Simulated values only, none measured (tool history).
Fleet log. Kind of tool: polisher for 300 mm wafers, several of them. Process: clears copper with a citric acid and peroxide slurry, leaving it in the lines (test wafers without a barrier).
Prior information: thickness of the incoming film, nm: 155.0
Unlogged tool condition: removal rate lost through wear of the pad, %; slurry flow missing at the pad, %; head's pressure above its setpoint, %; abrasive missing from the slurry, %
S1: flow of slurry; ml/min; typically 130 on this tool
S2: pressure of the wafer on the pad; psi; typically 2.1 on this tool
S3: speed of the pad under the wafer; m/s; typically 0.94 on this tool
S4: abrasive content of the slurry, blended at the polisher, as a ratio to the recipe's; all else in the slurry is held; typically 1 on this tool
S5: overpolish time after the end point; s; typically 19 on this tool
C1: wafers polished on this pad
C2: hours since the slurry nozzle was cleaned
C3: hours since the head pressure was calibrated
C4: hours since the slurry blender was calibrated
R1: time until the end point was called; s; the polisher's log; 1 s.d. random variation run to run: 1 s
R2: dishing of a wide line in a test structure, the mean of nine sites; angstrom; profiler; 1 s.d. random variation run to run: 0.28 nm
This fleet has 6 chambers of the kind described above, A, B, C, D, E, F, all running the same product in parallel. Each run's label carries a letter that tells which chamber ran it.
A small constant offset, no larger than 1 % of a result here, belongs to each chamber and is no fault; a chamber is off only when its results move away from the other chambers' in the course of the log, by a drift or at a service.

-- hour=2.1 chamber A: worn pad replaced by a new one
-- hour=4.5 chamber B: worn pad replaced by a new one
-- hour=8.3 chamber C: worn pad replaced by a new one
run 1D hour=9.9 | S1=130 S2=2.1 S3=0.94 S4=1 S5=19 | C1=919 C2=61.6 C3=574 C4=410.8 | R1=108.48 R2=200.98
-- hour=13.5 chamber F: slurry nozzle cleaned
run 2A hour=19.6 | S1=130 S2=2.1 S3=0.94 S4=1 S5=19 | C1=152 C2=92.4 C3=1243.4 C4=345.6 | R1=108.75 R2=199.51
run 3E hour=30.5 | S1=130 S2=2.1 S3=0.94 S4=1 S5=19 | C1=765 C2=663.9 C3=453 C4=61.2 | R1=107.29 R2=207.54
-- hour=35 chamber C: slurry nozzle cleaned
run 4B hour=37 | S1=130 S2=2.1 S3=0.94 S4=1 S5=19 | C1=282 C2=118.3 C3=126.4 C4=220.5 | R1=109.56 R2=201.01
run 5C hour=42.7 | S1=130 S2=2.1 S3=0.94 S4=1 S5=19 | C1=299 C2=7.8 C3=135.5 C4=117.5 | R1=107.05 R2=202.24
-- hour=46.6 chamber D: worn pad replaced by a new one
run 6F hour=49.8 | S1=130 S2=2.1 S3=0.94 S4=1 S5=23 | C1=445 C2=36.4 C3=601.5 C4=128.7 | R1=109 R2=242.76
run 7F hour=59.7 | S1=130 S2=2.1 S3=0.94 S4=1 S5=23 | C1=531 C2=46.3 C3=611.4 C4=138.6 | R1=108.68 R2=242.68
run 8E hour=70.9 | S1=130 S2=2.1 S3=0.94 S4=1 S5=23 | C1=1117 C2=704.3 C3=493.4 C4=101.6 | R1=107.36 R2=244.26
-- hour=77.7 chamber B: worn pad replaced by a new one
run 9D hour=79.1 | S1=130 S2=2.1 S3=0.94 S4=1 S5=23 | C1=282 C2=130.8 C3=643.2 C4=480 | R1=108.38 R2=241.91
run 10A hour=87.1 | S1=130 S2=2.1 S3=0.94 S4=1 S5=23 | C1=739 C2=159.9 C3=1310.9 C4=413.1 | R1=107.39 R2=237.31
run 11C hour=93.2 | S1=130 S2=2.1 S3=0.94 S4=1 S5=23 | C1=738 C2=58.3 C3=186 C4=168 | R1=108.87 R2=236.01
-- hour=93.3 chamber E: head pressure recalibrated
-- hour=95.5 chamber A: worn pad replaced by a new one
run 12B hour=101.2 | S1=130 S2=2.1 S3=0.94 S4=1 S5=19 | C1=204 C2=182.5 C3=190.6 C4=284.7 | R1=106.35 R2=201.23
-- hour=103.2 chamber C: slurry blender recalibrated
-- hour=107.2 chamber B: slurry blender recalibrated
-- hour=107.4 chamber D: head pressure recalibrated
run 13F hour=109 | S1=130 S2=2.1 S3=0.94 S4=1 S5=19 | C1=959 C2=95.6 C3=660.7 C4=187.9 | R1=110.56 R2=200.33
-- hour=114.2 chamber E: worn pad replaced by a new one
run 14C hour=115.2 | S1=130 S2=1.8 S3=0.94 S4=1 S5=19 | C1=929 C2=80.3 C3=208 C4=12 | R1=127.11 R2=175.88
-- hour=119.7 chamber D: slurry blender recalibrated
run 15D hour=127 | S1=130 S2=1.8 S3=0.94 S4=1 S5=19 | C1=699 C2=178.7 C3=19.7 C4=7.4 | R1=126.92 R2=173.17
run 16E hour=134.2 | S1=130 S2=1.8 S3=0.94 S4=1 S5=19 | C1=174 C2=767.6 C3=40.9 C4=164.9 | R1=127.74 R2=175.01
-- hour=137.7 chamber F: worn pad replaced by a new one
run 17A hour=144 | S1=130 S2=1.8 S3=0.94 S4=1 S5=19 | C1=421 C2=216.8 C3=1367.8 C4=470 | R1=127.63 R2=175.15
-- hour=144.2 chamber A: slurry blender recalibrated
run 18B hour=150 | S1=130 S2=1.8 S3=0.94 S4=1 S5=19 | C1=628 C2=231.3 C3=239.4 C4=42.8 | R1=123.91 R2=178.78
-- hour=154.8 chamber B: worn pad replaced by a new one
-- hour=155.3 chamber E: slurry nozzle cleaned
run 19A hour=161.9 | S1=130 S2=1.8 S3=0.94 S4=1 S5=19 | C1=577 C2=234.7 C3=1385.7 C4=17.7 | R1=125.52 R2=175.37
run 20F hour=174.2 | S1=130 S2=2.1 S3=0.94 S4=1 S5=19 | C1=318 C2=160.8 C3=725.9 C4=253.1 | R1=108.49 R2=199.25
-- hour=176.8 chamber A: worn pad replaced by a new one
run 21C hour=181.8 | S1=130 S2=2.1 S3=0.94 S4=1 S5=19 | C1=1508 C2=146.9 C3=274.6 C4=78.6 | R1=108.95 R2=200.08
-- hour=184.6 chamber C: worn pad replaced by a new one
run 22E hour=189.4 | S1=130 S2=2.1 S3=0.94 S4=1 S5=19 | C1=654 C2=34.1 C3=96.1 C4=220.1 | R1=108.56 R2=202.37
-- hour=195.4 chamber E: slurry blender recalibrated
-- hour=201.3 chamber D: worn pad replaced by a new one
run 23D hour=201.4 | S1=130 S2=2.1 S3=0.94 S4=1 S5=19 | C1=1 C2=253.1 C3=94.1 C4=81.8 | R1=106.98 R2=206.47
run 24B hour=208 | S1=130 S2=2.1 S3=0.94 S4=1 S5=19 | C1=462 C2=289.3 C3=297.4 C4=100.8 | R1=107.99 R2=199.38
run 25C hour=219.9 | S1=130 S2=2.1 S3=0.94 S4=1 S5=19 | C1=307 C2=185 C3=312.7 C4=116.7 | R1=108.81 R2=199.77
run 26A hour=230 | S1=130 S2=2.1 S3=0.94 S4=1 S5=19 | C1=462 C2=302.8 C3=1453.8 C4=85.8 | R1=109.24 R2=203.18
-- hour=236.6 chamber F: slurry nozzle cleaned
-- hour=240.5 chamber B: worn pad replaced by a new one
run 27D hour=241.8 | S1=130 S2=2.1 S3=0.94 S4=1 S5=19 | C1=352 C2=293.5 C3=134.5 C4=122.2 | R1=108.45 R2=203.49
run 28E hour=249.3 | S1=130 S2=2.1 S3=0.94 S4=1 S5=19 | C1=1174 C2=94 C3=156 C4=53.9 | R1=109.08 R2=199.35
-- hour=254.3 chamber F: slurry blender recalibrated
-- hour=258.4 chamber F: worn pad replaced by a new one
run 29F hour=260.6 | S1=130 S2=2.1 S3=0.94 S4=1 S5=19 | C1=19 C2=24.1 C3=812.3 C4=6.4 | R1=109.52 R2=201.88
-- hour=267.7 chamber D: slurry nozzle cleaned
-- hour=269.8 chamber A: worn pad replaced by a new one
-- hour=271.7 chamber A: head pressure recalibrated
run 30B hour=272.8 | S1=130 S2=2.1 S3=0.94 S4=1 S5=19 | C1=281 C2=354.1 C3=362.2 C4=165.6 | R1=107.49 R2=202.45
-- hour=284.5 chamber E: worn pad replaced by a new one
run 31A hour=284.7 | S1=105 S2=2.1 S3=0.94 S4=1 S5=19 | C1=129 C2=357.5 C3=13.1 C4=140.5 | R1=115.55 R2=198.87
run 32B hour=292.2 | S1=105 S2=2.1 S3=0.94 S4=1 S5=19 | C1=450 C2=373.5 C3=381.6 C4=185 | R1=113.29 R2=190.48
-- hour=296.3 chamber C: slurry blender recalibrated
run 33C hour=303.6 | S1=105 S2=2.1 S3=0.94 S4=1 S5=19 | C1=1034 C2=268.7 C3=396.4 C4=7.3 | R1=113.29 R2=190.87
run 34F hour=315.3 | S1=105 S2=2.1 S3=0.94 S4=1 S5=19 | C1=494 C2=78.8 C3=867 C4=61.1 | R1=115.46 R2=190.56
run 35E hour=321.7 | S1=105 S2=2.1 S3=0.94 S4=1 S5=19 | C1=323 C2=166.4 C3=228.4 C4=126.3 | R1=114.41 R2=194.1
run 36D hour=327.2 | S1=105 S2=2.1 S3=0.94 S4=1 S5=19 | C1=1094 C2=59.6 C3=219.9 C4=207.6 | R1=115.35 R2=190.16
-- hour=329.6 chamber C: worn pad replaced by a new one
-- hour=337.4 chamber D: worn pad replaced by a new one
run 37C hour=337.9 | S1=130 S2=2.1 S3=0.94 S4=1 S5=19 | C1=72 C2=303 C3=430.7 C4=41.6 | R1=108.98 R2=199.36
run 38D hour=347.2 | S1=130 S2=2.1 S3=0.94 S4=1 S5=19 | C1=85 C2=79.6 C3=239.9 C4=227.6 | R1=109.78 R2=201.02
-- hour=350.5 chamber A: worn pad replaced by a new one
run 39A hour=358.1 | S1=130 S2=2.1 S3=0.94 S4=1 S5=19 | C1=66 C2=430.9 C3=86.5 C4=213.9 | R1=108.55 R2=200.74
run 40E hour=368 | S1=95 S2=2.7 S3=0.94 S4=1 S5=19 | C1=726 C2=212.7 C3=274.7 C4=172.6 | R1=89.102 R2=240.14

The same settings go to every chamber for the next run, one line per chamber below. Forecast the results for each:
run 41A hour=376.9 | S1=130 S2=2.1 S3=0.94 S4=1 S5=14 | R1=? R2=?
run 41B hour=376.9 | S1=130 S2=2.1 S3=0.94 S4=1 S5=14 | R1=? R2=?
run 41C hour=376.9 | S1=130 S2=2.1 S3=0.94 S4=1 S5=14 | R1=? R2=?
run 41D hour=376.9 | S1=130 S2=2.1 S3=0.94 S4=1 S5=14 | R1=? R2=?
run 41E hour=376.9 | S1=130 S2=2.1 S3=0.94 S4=1 S5=14 | R1=? R2=?
run 41F hour=376.9 | S1=130 S2=2.1 S3=0.94 S4=1 S5=14 | R1=? R2=?

run=41A R1=108.42 R2=153.09
run=41B R1=108.47 R2=151.64
run=41C R1=107.32 R2=150.9
run=41D R1=109.52 R2=152.97
run=41E R1=109.05 R2=157.74
run=41F R1=108.86 R2=150.53
